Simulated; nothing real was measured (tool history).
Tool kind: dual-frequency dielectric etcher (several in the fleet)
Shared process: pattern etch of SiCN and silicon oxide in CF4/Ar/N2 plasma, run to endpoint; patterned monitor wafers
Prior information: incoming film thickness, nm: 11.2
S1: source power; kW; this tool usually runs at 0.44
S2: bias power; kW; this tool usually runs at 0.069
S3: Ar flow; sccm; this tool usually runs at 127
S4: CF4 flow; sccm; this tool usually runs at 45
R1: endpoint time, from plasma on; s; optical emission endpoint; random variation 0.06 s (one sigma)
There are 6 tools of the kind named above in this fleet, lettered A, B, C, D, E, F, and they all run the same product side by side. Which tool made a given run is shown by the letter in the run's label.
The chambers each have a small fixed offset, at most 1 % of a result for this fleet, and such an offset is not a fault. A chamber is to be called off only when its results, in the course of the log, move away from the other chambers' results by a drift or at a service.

{"run": "1F", "day": 0.288, "S1": 0.44, "S2": 0.069, "S3": 127, "S4": 45, "R1": 15.097}
{"run": "2A", "day": 0.646, "S1": 0.44, "S2": 0.069, "S3": 127, "S4": 45, "R1": 14.958}
{"run": "3C", "day": 1.096, "S1": 0.44, "S2": 0.069, "S3": 127, "S4": 45, "R1": 14.921}
{"run": "4E", "day": 1.388, "S1": 0.44, "S2": 0.069, "S3": 127, "S4": 45, "R1": 15.144}
{"day": 1.6, "done": "chamber A: wet clean of the chamber"}
{"run": "5D", "day": 1.667, "S1": 0.44, "S2": 0.069, "S3": 127, "S4": 45, "R1": 15.085}
{"run": "6B", "day": 2.238, "S1": 0.44, "S2": 0.069, "S3": 127, "S4": 45, "R1": 14.966}
{"run": "7A", "day": 2.654, "S1": 0.44, "S2": 0.069, "S3": 127, "S4": 45, "R1": 15.073}
{"day": 3.167, "done": "chamber F: Ar flow controller replaced"}
{"run": "8C", "day": 3.175, "S1": 0.44, "S2": 0.069, "S3": 127, "S4": 45, "R1": 15.007}
{"run": "9D", "day": 3.604, "S1": 0.44, "S2": 0.069, "S3": 127, "S4": 45, "R1": 15.095}
{"day": 3.742, "done": "chamber F: wet clean of the chamber"}
{"run": "10F", "day": 3.892, "S1": 0.44, "S2": 0.069, "S3": 127, "S4": 45, "R1": 14.966}
{"run": "11E", "day": 4.283, "S1": 0.44, "S2": 0.069, "S3": 127, "S4": 45, "R1": 15.24}
{"run": "12B", "day": 4.571, "S1": 0.44, "S2": 0.069, "S3": 127, "S4": 45, "R1": 14.948}
{"run": "13B", "day": 4.925, "S1": 0.33, "S2": 0.069, "S3": 127, "S4": 45, "R1": 19.061}
{"run": "14E", "day": 5.275, "S1": 0.33, "S2": 0.069, "S3": 127, "S4": 45, "R1": 19.495}
{"run": "15C", "day": 5.708, "S1": 0.33, "S2": 0.069, "S3": 127, "S4": 45, "R1": 19.409}
{"run": "16D", "day": 6.104, "S1": 0.33, "S2": 0.069, "S3": 127, "S4": 45, "R1": 19.3}
{"run": "17A", "day": 6.604, "S1": 0.33, "S2": 0.069, "S3": 127, "S4": 45, "R1": 19.355}
{"run": "18F", "day": 6.879, "S1": 0.33, "S2": 0.069, "S3": 127, "S4": 45, "R1": 19.348}
{"run": "19B", "day": 7.138, "S1": 0.44, "S2": 0.069, "S3": 127, "S4": 45, "R1": 15.002}
{"run": "20F", "day": 7.546, "S1": 0.44, "S2": 0.069, "S3": 127, "S4": 45, "R1": 14.99}
{"day": 7.617, "done": "chamber B: wet clean of the chamber"}
{"run": "21C", "day": 7.825, "S1": 0.44, "S2": 0.069, "S3": 127, "S4": 45, "R1": 15.042}
{"run": "22A", "day": 8.179, "S1": 0.44, "S2": 0.069, "S3": 127, "S4": 45, "R1": 15.009}
{"run": "23E", "day": 8.521, "S1": 0.44, "S2": 0.069, "S3": 127, "S4": 45, "R1": 15.214}
{"run": "24D", "day": 9.033, "S1": 0.44, "S2": 0.069, "S3": 127, "S4": 45, "R1": 14.852}
{"run": "25D", "day": 9.412, "S1": 0.44, "S2": 0.069, "S3": 127, "S4": 45, "R1": 14.848}
{"run": "26A", "day": 9.967, "S1": 0.44, "S2": 0.069, "S3": 127, "S4": 45, "R1": 15.028}
{"run": "27F", "day": 10.525, "S1": 0.44, "S2": 0.069, "S3": 127, "S4": 45, "R1": 15.128}
{"run": "28C", "day": 10.958, "S1": 0.44, "S2": 0.069, "S3": 127, "S4": 45, "R1": 15.107}
{"run": "29E", "day": 11.438, "S1": 0.44, "S2": 0.069, "S3": 127, "S4": 45, "R1": 15.133}
{"run": "30B", "day": 11.696, "S1": 0.44, "S2": 0.069, "S3": 127, "S4": 45, "R1": 14.898}
{"run": "31C", "day": 11.992, "S1": 0.44, "S2": 0.069, "S3": 127, "S4": 45, "R1": 14.99}
{"run": "32B", "day": 12.529, "S1": 0.44, "S2": 0.069, "S3": 127, "S4": 45, "R1": 15.006}
{"run": "33E", "day": 12.817, "S1": 0.44, "S2": 0.069, "S3": 127, "S4": 45, "R1": 15.048}
{"run": "34A", "day": 13.092, "S1": 0.44, "S2": 0.059, "S3": 113, "S4": 45, "R1": 15.547}
{"run": "35F", "day": 13.492, "S1": 0.44, "S2": 0.059, "S3": 113, "S4": 45, "R1": 15.543}
{"run": "36D", "day": 13.854, "S1": 0.44, "S2": 0.059, "S3": 113, "S4": 45, "R1": 15.131}
{"run": "37E", "day": 14.396, "S1": 0.44, "S2": 0.059, "S3": 113, "S4": 45, "R1": 15.641}
{"run": "38F", "day": 14.825, "S1": 0.44, "S2": 0.059, "S3": 113, "S4": 45, "R1": 15.53}
{"day": 15.058, "done": "chamber C: bias power generator calibrated"}
{"run": "39B", "day": 15.129, "S1": 0.44, "S2": 0.059, "S3": 113, "S4": 45, "R1": 15.662}
{"run": "40D", "day": 15.588, "S1": 0.44, "S2": 0.069, "S3": 127, "S4": 45, "R1": 14.494}
{"run": "41C", "day": 15.979, "S1": 0.44, "S2": 0.069, "S3": 147, "S4": 45, "R1": 15.496}
{"run": "42A", "day": 16.288, "S1": 0.44, "S2": 0.069, "S3": 147, "S4": 45, "R1": 15.411}
{"run": "43F", "day": 16.583, "S1": 0.44, "S2": 0.069, "S3": 147, "S4": 45, "R1": 15.406}

Decide between three cases: one chamber stands off from its peers, the gauge reading all wafers drifts, or nothing is wrong past each chamber's small offset. Where a chamber is off, say which and what most likely put it there.

Chamber D drifts away from the others.
Likeliest cause: etch rate over this chamber's usual, % = 4.09.
With only this log, it may be confused with: source power that arrives over what is set, %.

Below are 4 candidate recipes for chamber D's next run, each the usual settings with a change, their results shown as question marks. Which of them brings D's results back in line with what the other chambers give on the usual settings?
In line means no further than this from the other chambers' mean on the usual settings: R1 0.21 s
{"run": "44D-1", "day": 17.008, "S1": 0.46, "S2": 0.069, "S3": 127, "S4": 45, "R1": "?"}
{"run": "44D-2", "day": 17.008, "S1": 0.44, "S2": 0.067, "S3": 129, "S4": 45, "R1": "?"}
{"run": "44D-3", "day": 17.008, "S1": 0.44, "S2": 0.071, "S3": 125, "S4": 45, "R1": "?"}
{"run": "44D-4", "day": 17.008, "S1": 0.42, "S2": 0.069, "S3": 127, "S4": 45, "R1": "?"}

Mean of the other chambers on the usual settings: R1 15.044 s
run=44D-1 R1=13.953
run=44D-2 R1=14.7
run=44D-3 R1=14.308
run=44D-4 R1=15.096
44D-4 brings the chamber back in line.

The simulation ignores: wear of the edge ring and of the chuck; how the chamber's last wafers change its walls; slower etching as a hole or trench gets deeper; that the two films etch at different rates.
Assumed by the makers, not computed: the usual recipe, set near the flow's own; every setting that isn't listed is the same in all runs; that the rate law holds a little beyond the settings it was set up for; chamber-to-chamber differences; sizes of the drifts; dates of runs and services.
